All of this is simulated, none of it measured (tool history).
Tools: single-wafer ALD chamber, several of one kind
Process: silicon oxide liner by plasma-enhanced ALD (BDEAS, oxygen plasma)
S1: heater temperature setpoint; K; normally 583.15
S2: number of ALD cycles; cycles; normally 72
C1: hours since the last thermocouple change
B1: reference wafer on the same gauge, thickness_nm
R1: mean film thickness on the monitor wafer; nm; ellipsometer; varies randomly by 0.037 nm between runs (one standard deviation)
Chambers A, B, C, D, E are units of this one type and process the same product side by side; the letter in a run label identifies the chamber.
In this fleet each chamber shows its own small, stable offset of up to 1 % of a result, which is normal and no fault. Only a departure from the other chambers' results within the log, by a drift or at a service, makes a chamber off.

run   hour      S1  S2      C1      B1      R1
 1B   11.3  583.15  72  1556.4  6.7778  6.6157
 2A   22.3  583.15  72   305.4  6.7696  6.5683
 3D     31  583.15  72    2394  6.7732  6.6682
      42.2  -- chamber D: thermocouple changed; heater temperature recalibrated
 4C   42.5  583.15  72    87.2   6.766  6.6127
 5E   53.4  583.15  72   292.4  6.7652  6.6302
 6B   65.3  583.15  72  1610.4  6.7712  6.6321
 7D   75.3  583.15  72    33.2  6.7586  6.5785
 8C     87  576.15  72   131.7  6.7583  6.6664
 9E   94.6  576.15  72   333.6  6.7651   6.718
10A    103  576.15  72   386.1  6.7723  6.6324
11C  113.7  576.15  72   158.4   6.772  6.6731
12A    120  576.15  72   403.1  6.7698  6.6253
13E  129.2  583.15  83   368.2   6.776  7.6847
14B  136.1  583.15  83  1681.2  6.7609  7.5377
15D    146  583.15  83   103.9  6.7726  7.4891
16D  157.3  583.15  83   115.2  6.7707  7.5741
17C  166.5  583.15  83   211.2  6.7781  7.6364
18A  177.8  583.15  72   460.9  6.7689  6.5785
19B  190.1  588.15  72  1735.2  6.7722  6.5832
20E  197.9  588.15  72   436.9   6.772  6.6056
21C    208  588.15  72   252.7  6.7695  6.5335
22B  218.9  588.15  72    1764  6.7731  6.5956
23A  225.8  588.15  72   508.9  6.7685    6.58
24D  234.6  583.15  72   192.5  6.7655  6.5787
25E    243  583.15  72     482  6.7741   6.686
26B  255.8  583.15  72  1800.9  6.7769  6.6147
27C  266.3  572.15  82     311  6.7664  7.6037
28E  276.2  572.15  82   515.2   6.779  7.6477
29A  289.7  572.15  82   572.8  6.7754  7.6304
30D    298  572.15  82   255.9  6.7722  7.6463
31E  304.3  572.15  82   543.3  6.7647   7.682
32C  313.7  583.15  72   358.4  6.7616  6.6382
33D  323.3  569.15  66   281.2  6.7746  6.1547
34B  335.4  569.15  66  1880.5  6.7613  6.1878
35A  346.8  569.15  66   629.9  6.7701  6.2037
36A  355.7  569.15  66   638.8  6.7711  6.1603
37B    363  569.15  66  1908.1  6.7621  6.1541
38D    371  583.15  72   328.9  6.7692  6.6396

Predict what each chamber gives when all 5 of them run the settings below next.
39A  380.7  583.15  59           ?
39B  380.7  583.15  59           ?
39C  380.7  583.15  59           ?
39D  380.7  583.15  59           ?
39E  380.7  583.15  59           ?

run      R1
39A  5.3624
39B  5.4269
39C   5.457
39D  5.4168
39E  5.4561

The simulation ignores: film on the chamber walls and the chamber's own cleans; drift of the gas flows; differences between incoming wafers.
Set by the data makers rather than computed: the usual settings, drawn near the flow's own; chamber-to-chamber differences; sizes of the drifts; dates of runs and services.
